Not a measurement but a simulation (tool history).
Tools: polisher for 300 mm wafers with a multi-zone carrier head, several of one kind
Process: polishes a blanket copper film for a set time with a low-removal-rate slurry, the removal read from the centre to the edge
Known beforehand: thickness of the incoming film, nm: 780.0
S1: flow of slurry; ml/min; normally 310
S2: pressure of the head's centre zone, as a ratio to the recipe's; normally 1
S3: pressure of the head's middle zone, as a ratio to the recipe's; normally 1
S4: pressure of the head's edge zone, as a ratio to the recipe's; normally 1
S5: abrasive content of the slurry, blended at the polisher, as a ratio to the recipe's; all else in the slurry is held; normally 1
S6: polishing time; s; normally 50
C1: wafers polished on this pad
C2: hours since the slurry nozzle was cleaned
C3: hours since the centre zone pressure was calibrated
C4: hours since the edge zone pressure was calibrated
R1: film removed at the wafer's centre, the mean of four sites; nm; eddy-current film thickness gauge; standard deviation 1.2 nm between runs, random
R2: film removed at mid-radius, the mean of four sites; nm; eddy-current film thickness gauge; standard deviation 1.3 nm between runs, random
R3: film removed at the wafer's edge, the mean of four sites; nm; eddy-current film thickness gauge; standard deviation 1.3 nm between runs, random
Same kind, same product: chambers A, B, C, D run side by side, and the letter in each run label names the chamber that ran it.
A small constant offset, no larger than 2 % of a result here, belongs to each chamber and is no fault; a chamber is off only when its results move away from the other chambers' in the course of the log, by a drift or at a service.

run,hour,S1,S2,S3,S4,S5,S6,C1,C2,C3,C4,R1,R2,R3
1C,10.9,310,1,1,1,1,50,764,13.3,172.9,591.2,134.94,131.42,132.61
# hour 11.9: chamber B: centre zone pressure recalibrated
# hour 16: chamber D: worn pad replaced by a new one
2B,18,310,1,1,1,1,50,987,591.9,6.1,606.9,131.34,131.94,132.99
# hour 19.9: chamber B: slurry nozzle cleaned
3A,23.3,310,1,1,1,1,50,748,142,857.8,48,132.49,135.16,133.17
# hour 30.5: chamber B: worn pad replaced by a new one
4D,32.9,310,1,1,1,1,50,200,92,346.5,519.4,132.83,136.2,130.93
5A,40.9,310,1,1,1,1,50,956,159.6,875.4,65.6,134,135.79,132.87
6B,52,310,1,1,1,1,50,255,32.1,40.1,640.9,132.64,134.76,134.25
# hour 61: chamber A: worn pad replaced by a new one
7C,62.4,310,1,1.07,1,1,50,1372,64.8,224.4,642.7,133.17,141.72,131.12
# hour 66.4: chamber C: worn pad replaced by a new one
8D,73.3,310,1,1.07,1,1,50,677,132.4,386.9,559.8,134.5,144.81,134.58
9C,79.2,310,1,1.07,1,1,50,152,81.6,241.2,659.5,132.59,140.79,132.25
10A,86.9,310,1,1.07,1,1,50,306,205.6,921.4,111.6,134.45,143.04,132.06
11D,97.7,310,1,1,1,1,50,965,156.8,411.3,584.2,134.26,132.72,133.39
12B,104.1,310,1,1,1,1,56,870,84.2,92.2,693,147.04,148.32,148.05
13B,114.4,310,1,1,1,1,56,992,94.5,102.5,703.3,148.83,149.11,150.45
14C,120.4,310,1,1,1,1,56,638,122.8,282.4,700.7,148.18,148.12,149.77
# hour 126.6: chamber B: worn pad replaced by a new one
15A,131.7,310,1,1,1,1,56,835,250.4,966.2,156.4,150.9,150.62,149.61
16D,137.8,310,0.94,1,1,0.85,50,1439,196.9,451.4,624.3,121.35,127,128.77
# hour 139.4: chamber D: worn pad replaced by a new one
17D,146.9,310,0.94,1,1,0.85,50,89,206,460.5,633.4,118.73,128.82,128.16
18A,157.2,310,0.94,1,1,0.85,50,1136,275.9,991.7,181.9,120.02,129.4,127.9
# hour 163.2: chamber A: worn pad replaced by a new one
19C,164.2,310,0.94,1,1,0.85,50,1156,166.6,326.2,744.5,120.84,127.19,131.38
# hour 168.6: chamber A: centre zone pressure recalibrated
20B,174.2,370,1,1,1,1.15,50,563,154.3,162.3,763.1,139.57,138.85,137.15
21C,181.6,370,1,1,1,1.15,50,1361,184,343.6,761.9,141.18,139.28,137.75
# hour 184: chamber C: worn pad replaced by a new one
22A,187.5,370,1,1,1,1.15,50,287,306.2,18.9,212.2,125.44,142.56,140.86
23B,197.7,370,1,1,1,1.15,50,840,177.8,185.8,786.6,137.86,137.46,136.96
24D,208.3,310,1,1,1,1,50,814,267.4,521.9,694.8,131.51,132.16,132.05
25A,219.2,310,1,1,1,1,50,661,337.9,50.6,243.9,120.32,133.85,133.53
# hour 223.9: chamber B: worn pad replaced by a new one
26C,226.1,310,0.91,1,0.9,1,50,497,228.5,388.1,806.4,119.97,131.35,126.83
27D,236,310,0.91,1,0.9,1,50,1141,295.1,549.6,722.5,118.89,135.13,126.55
# hour 240.9: chamber D: centre zone pressure recalibrated
28B,244,310,0.91,1,0.9,1,50,238,224.1,232.1,832.9,117.52,133.19,126.07
# hour 248.3: chamber A: worn pad replaced by a new one
29D,253.7,310,0.91,1,0.9,1,50,1350,312.8,12.8,740.2,121.42,133.54,127.38
30C,258.6,310,1,1,1,1,50,881,261,420.6,838.9,132.73,132.33,132.04
31A,268,310,1,1,1,1,50,232,386.7,99.4,292.7,119.52,133.12,133.62
32B,276.4,310,1,1,1,1,50,620,256.5,264.5,865.3,130.36,132.09,133.35

Each of the 4 chambers runs these same settings next. Fill in every chamber's results:
33A,284.5,310,1,1,1,1,62,,,,,?,?,?
33B,284.5,310,1,1,1,1,62,,,,,?,?,?
33C,284.5,310,1,1,1,1,62,,,,,?,?,?
33D,284.5,310,1,1,1,1,62,,,,,?,?,?

run,R1,R2,R3
33A,148.09,168.23,165.08
33B,159.24,166.51,162.77
33C,168.06,161.8,165.42
33D,166.23,164.22,164.48

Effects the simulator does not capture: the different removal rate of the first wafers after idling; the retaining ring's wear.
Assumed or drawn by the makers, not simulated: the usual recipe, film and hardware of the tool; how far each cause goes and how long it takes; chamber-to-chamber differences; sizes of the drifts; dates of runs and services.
